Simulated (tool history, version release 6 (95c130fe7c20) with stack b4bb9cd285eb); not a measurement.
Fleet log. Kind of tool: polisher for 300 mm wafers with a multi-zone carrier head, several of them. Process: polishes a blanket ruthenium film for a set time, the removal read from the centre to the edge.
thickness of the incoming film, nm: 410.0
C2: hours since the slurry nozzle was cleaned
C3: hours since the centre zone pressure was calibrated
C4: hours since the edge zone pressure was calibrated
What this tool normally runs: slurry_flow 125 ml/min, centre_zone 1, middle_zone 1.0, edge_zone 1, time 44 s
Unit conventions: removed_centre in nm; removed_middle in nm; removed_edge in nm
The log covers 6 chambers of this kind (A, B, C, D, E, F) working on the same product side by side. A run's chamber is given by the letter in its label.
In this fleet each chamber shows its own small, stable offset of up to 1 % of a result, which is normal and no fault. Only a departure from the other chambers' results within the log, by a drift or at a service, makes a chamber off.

At hour 3.8: chamber A: worn pad replaced by a new one.
At hour 5.7: chamber F: worn pad replaced by a new one.
Run 1D, hour 6.2: usual settings; wafers polished on this pad 602; C2 310.3; C3 797.0; C4 926.3. Result: removed_centre 64.541 nm, removed_middle 65.450 nm, removed_edge 64.089 nm.
At hour 13.8: chamber C: worn pad replaced by a new one.
Run 2E, hour 17.2: usual settings; wafers polished on this pad 298; C2 58.7; C3 535.5; C4 48.3. Result: removed_centre 65.052 nm, removed_middle 64.571 nm, removed_edge 64.662 nm.
Run 3F, hour 24.6: usual settings; wafers polished on this pad 238; C2 292.0; C3 387.5; C4 972.3. Result: removed_centre 64.488 nm, removed_middle 64.639 nm, removed_edge 64.290 nm.
Run 4A, hour 30.6: usual settings; wafers polished on this pad 336; C2 601.9; C3 345.6; C4 1218.4. Result: removed_centre 63.420 nm, removed_middle 64.197 nm, removed_edge 64.614 nm.
Run 5B, hour 38.2: usual settings; wafers polished on this pad 567; C2 348.3; C3 713.2; C4 876.6. Result: removed_centre 65.161 nm, removed_middle 64.293 nm, removed_edge 64.651 nm.
At hour 42.9: chamber D: worn pad replaced by a new one.
At hour 46.3: chamber C: slurry nozzle cleaned.
Run 6C, hour 49.2: usual settings; wafers polished on this pad 445; C2 3.0; C3 152.8; C4 63.8. Result: removed_centre 64.494 nm, removed_middle 64.935 nm, removed_edge 65.790 nm.
At hour 54.1: chamber D: slurry nozzle cleaned.
Run 7A, hour 55.6: usual settings; wafers polished on this pad 650; C2 626.9; C3 370.6; C4 1243.4. Result: removed_centre 64.070 nm, removed_middle 64.330 nm, removed_edge 64.233 nm.
At hour 63.2: chamber B: worn pad replaced by a new one.
Run 8C, hour 64.1: usual settings; wafers polished on this pad 632; C2 17.9; C3 167.7; C4 78.7. Result: removed_centre 64.471 nm, removed_middle 64.940 nm, removed_edge 64.511 nm.
At hour 65.2: chamber A: worn pad replaced by a new one.
At hour 68.8: chamber F: worn pad replaced by a new one.
Run 9D, hour 70.6: usual settings; wafers polished on this pad 347; C2 16.5; C3 861.4; C4 990.7. Result: removed_centre 63.935 nm, removed_middle 63.423 nm, removed_edge 65.403 nm.
At hour 76.6: chamber B: centre zone pressure recalibrated.
Run 10E, hour 78.6: usual settings; wafers polished on this pad 1069; C2 120.1; C3 596.9; C4 109.7. Result: removed_centre 64.208 nm, removed_middle 64.921 nm, removed_edge 63.912 nm.
Run 11B, hour 85.1: usual settings; wafers polished on this pad 275; C2 395.2; C3 8.6; C4 923.5. Result: removed_centre 64.551 nm, removed_middle 64.396 nm, removed_edge 64.403 nm.
Run 12F, hour 94.2: usual settings; wafers polished on this pad 319; C2 361.6; C3 457.1; C4 1041.9. Result: removed_centre 65.087 nm, removed_middle 64.869 nm, removed_edge 65.545 nm.
At hour 95.5: chamber A: edge zone pressure recalibrated.
Run 13B, hour 102.2: usual settings; wafers polished on this pad 490; C2 412.3; C3 25.7; C4 940.6. Result: removed_centre 64.714 nm, removed_middle 64.579 nm, removed_edge 63.782 nm.
Run 14A, hour 112.9: usual settings; wafers polished on this pad 599; C2 684.2; C3 427.9; C4 17.5. Result: removed_centre 64.903 nm, removed_middle 64.392 nm, removed_edge 64.159 nm.
At hour 113.6: chamber C: worn pad replaced by a new one.
At hour 116.9: chamber E: worn pad replaced by a new one.
Run 15C, hour 125.3: usual settings; wafers polished on this pad 147; C2 79.1; C3 228.9; C4 139.9. Result: removed_centre 64.510 nm, removed_middle 66.709 nm, removed_edge 65.029 nm.
At hour 127.7: chamber D: worn pad replaced by a new one.
At hour 130.2: chamber B: worn pad replaced by a new one.
At hour 132.0: chamber F: worn pad replaced by a new one.
At hour 133.2: chamber A: worn pad replaced by a new one.
Run 16E, hour 133.3: usual settings; wafers polished on this pad 206; C2 174.8; C3 651.6; C4 164.4. Result: removed_centre 64.201 nm, removed_middle 63.960 nm, removed_edge 64.157 nm.
Run 17F, hour 141.7: usual settings; wafers polished on this pad 121; C2 409.1; C3 504.6; C4 1089.4. Result: removed_centre 64.420 nm, removed_middle 65.394 nm, removed_edge 64.337 nm.
Run 18D, hour 154.2: usual settings but middle_zone 1.1; wafers polished on this pad 332; C2 100.1; C3 945.0; C4 1074.3. Result: removed_centre 65.020 nm, removed_middle 71.895 nm, removed_edge 64.687 nm.
At hour 161.6: chamber F: slurry nozzle cleaned.
Run 19C, hour 162.4: usual settings but middle_zone 1.1; wafers polished on this pad 613; C2 116.2; C3 266.0; C4 177.0. Result: removed_centre 66.213 nm, removed_middle 69.899 nm, removed_edge 65.028 nm.
At hour 168.6: chamber F: centre zone pressure recalibrated.
Run 20E, hour 169.5: usual settings but middle_zone 1.1; wafers polished on this pad 660; C2 211.0; C3 687.8; C4 200.6. Result: removed_centre 63.902 nm, removed_middle 71.076 nm, removed_edge 64.428 nm.
Run 21A, hour 177.5: usual settings but middle_zone 1.1; wafers polished on this pad 556; C2 748.8; C3 492.5; C4 82.1. Result: removed_centre 64.771 nm, removed_middle 69.948 nm, removed_edge 63.887 nm.
Run 22F, hour 186.1: usual settings but middle_zone 1.1; wafers polished on this pad 679; C2 24.6; C3 17.6; C4 1133.8. Result: removed_centre 68.124 nm, removed_middle 71.188 nm, removed_edge 65.077 nm.
Run 23D, hour 198.0: usual settings but middle_zone 1.1; wafers polished on this pad 882; C2 143.9; C3 988.8; C4 1118.1. Result: removed_centre 64.550 nm, removed_middle 70.153 nm, removed_edge 63.574 nm.
At hour 198.7: chamber A: worn pad replaced by a new one.
At hour 198.8: chamber B: worn pad replaced by a new one.
At hour 205.8: chamber A: centre zone pressure recalibrated.
At hour 206.6: chamber A: slurry nozzle cleaned.
Run 24B, hour 206.7: usual settings; wafers polished on this pad 99; C2 516.8; C3 130.2; C4 1045.1. Result: removed_centre 64.257 nm, removed_middle 64.046 nm, removed_edge 64.616 nm.
At hour 206.9: chamber F: worn pad replaced by a new one.
At hour 213.9: chamber D: worn pad replaced by a new one.
Run 25C, hour 216.5: usual settings; wafers polished on this pad 1292; C2 170.3; C3 320.1; C4 231.1. Result: removed_centre 64.692 nm, removed_middle 64.620 nm, removed_edge 63.803 nm.
At hour 218.2: chamber C: worn pad replaced by a new one.
Run 26F, hour 223.3: usual settings but slurry_flow 85 ml/min; wafers polished on this pad 206; C2 61.8; C3 54.8; C4 1171.0. Result: removed_centre 61.059 nm, removed_middle 58.735 nm, removed_edge 60.899 nm.
At hour 231.3: chamber E: worn pad replaced by a new one.
Run 27E, hour 235.9: usual settings but slurry_flow 85 ml/min; wafers polished on this pad 58; C2 277.4; C3 754.2; C4 267.0. Result: removed_centre 57.472 nm, removed_middle 58.202 nm, removed_edge 60.575 nm.
Run 28B, hour 244.5: usual settings but slurry_flow 85 ml/min; wafers polished on this pad 574; C2 554.6; C3 168.0; C4 1082.9. Result: removed_centre 56.823 nm, removed_middle 58.531 nm, removed_edge 59.675 nm.
Run 29A, hour 253.7: usual settings but slurry_flow 85 ml/min; wafers polished on this pad 691; C2 47.2; C3 47.9; C4 158.3. Result: removed_centre 57.411 nm, removed_middle 58.121 nm, removed_edge 60.327 nm.
At hour 254.7: chamber D: centre zone pressure recalibrated.
At hour 259.3: chamber B: worn pad replaced by a new one.
Run 30D, hour 259.5: usual settings but slurry_flow 85 ml/min; wafers polished on this pad 573; C2 205.4; C3 4.9; C4 1179.6. Result: removed_centre 57.480 nm, removed_middle 58.103 nm, removed_edge 60.080 nm.
Run 31C, hour 268.1: usual settings but slurry_flow 85 ml/min; wafers polished on this pad 626; C2 221.9; C3 371.7; C4 282.7. Result: removed_centre 57.438 nm, removed_middle 58.404 nm, removed_edge 59.638 nm.
At hour 269.7: chamber F: worn pad replaced by a new one.
At hour 275.2: chamber A: worn pad replaced by a new one.
At hour 279.9: chamber D: edge zone pressure recalibrated.
Run 32D, hour 280.6: usual settings; wafers polished on this pad 838; C2 226.5; C3 26.0; C4 0.8. Result: removed_centre 64.446 nm, removed_middle 63.368 nm, removed_edge 64.077 nm.
At hour 285.9: chamber D: worn pad replaced by a new one.
Run 33F, hour 287.3: usual settings; wafers polished on this pad 221; C2 125.8; C3 118.8; C4 1235.0. Result: removed_centre 68.627 nm, removed_middle 65.538 nm, removed_edge 63.970 nm.
Run 34A, hour 293.0: usual settings; wafers polished on this pad 223; C2 86.5; C3 87.2; C4 197.6. Result: removed_centre 64.278 nm, removed_middle 64.835 nm, removed_edge 64.660 nm.
Run 35B, hour 305.2: usual settings; wafers polished on this pad 577; C2 615.3; C3 228.7; C4 1143.6. Result: removed_centre 64.973 nm, removed_middle 64.052 nm, removed_edge 64.126 nm.
Run 36E, hour 313.8: usual settings; wafers polished on this pad 1035; C2 355.3; C3 832.1; C4 344.9. Result: removed_centre 64.853 nm, removed_middle 64.058 nm, removed_edge 64.660 nm.
Run 37E, hour 323.1: usual settings; wafers polished on this pad 1152; C2 364.6; C3 841.4; C4 354.2. Result: removed_centre 64.373 nm, removed_middle 65.336 nm, removed_edge 64.516 nm.
At hour 335.4: chamber A: worn pad replaced by a new one.
Run 38F, hour 335.8: usual settings; wafers polished on this pad 830; C2 174.3; C3 167.3; C4 1283.5. Result: removed_centre 68.566 nm, removed_middle 64.301 nm, removed_edge 64.444 nm.
Run 39D, hour 342.9: usual settings; wafers polished on this pad 716; C2 288.8; C3 88.3; C4 63.1. Result: removed_centre 63.545 nm, removed_middle 64.717 nm, removed_edge 63.928 nm.
Run 40A, hour 348.6: usual settings; wafers polished on this pad 166; C2 142.1; C3 142.8; C4 253.2. Result: removed_centre 63.644 nm, removed_middle 64.767 nm, removed_edge 64.504 nm.

What goes on in this fleet: one chamber off, a drifting gauge, or nothing beyond the chambers' own small offsets? Name the chamber and the cause, if any.

Chamber F came out of a service off from its peers and stayed that way.
Cause: centre zone's pressure above its setpoint, % = 5.06.

Here are 4 candidates for chamber F's next run, each the usual settings with a change, their results left as question marks. Which one brings its results back in line with what the others give on the usual settings?
Counts as in line when no further than this from what the other chambers average on the usual settings: removed_centre 1.900 nm; removed_middle 2.600 nm; removed_edge 2.000 nm
Run 41F-1, hour 358.0: usual settings but slurry_flow 130 ml/min, centre_zone 1.04, middle_zone 0.99, edge_zone 0.99. Result: removed_centre ?, removed_middle ?, removed_edge ?.
Run 41F-2, hour 358.0: usual settings but slurry_flow 120 ml/min, centre_zone 0.93, middle_zone 1.02, edge_zone 1.02, time 43 s. Result: removed_centre ?, removed_middle ?, removed_edge ?.
Run 41F-3, hour 358.0: usual settings but slurry_flow 120 ml/min, centre_zone 0.96, middle_zone 1.01, edge_zone 1.01. Result: removed_centre ?, removed_middle ?, removed_edge ?.
Run 41F-4, hour 358.0: usual settings but slurry_flow 130 ml/min, centre_zone 1.07, middle_zone 0.98, edge_zone 0.98, time 45 s. Result: removed_centre ?, removed_middle ?, removed_edge ?.

Other chambers, usual settings, mean: removed_centre 64.392 nm; removed_middle 64.489 nm; removed_edge 64.161 nm
  run  removed_centre  removed_middle  removed_edge
41F-1          72.184          64.877        64.586
41F-2          61.087          64.054        63.305
41F-3          64.751          64.941        64.447
41F-4          76.164          65.725        65.711
41F-3 puts the chamber back in line with the other chambers.
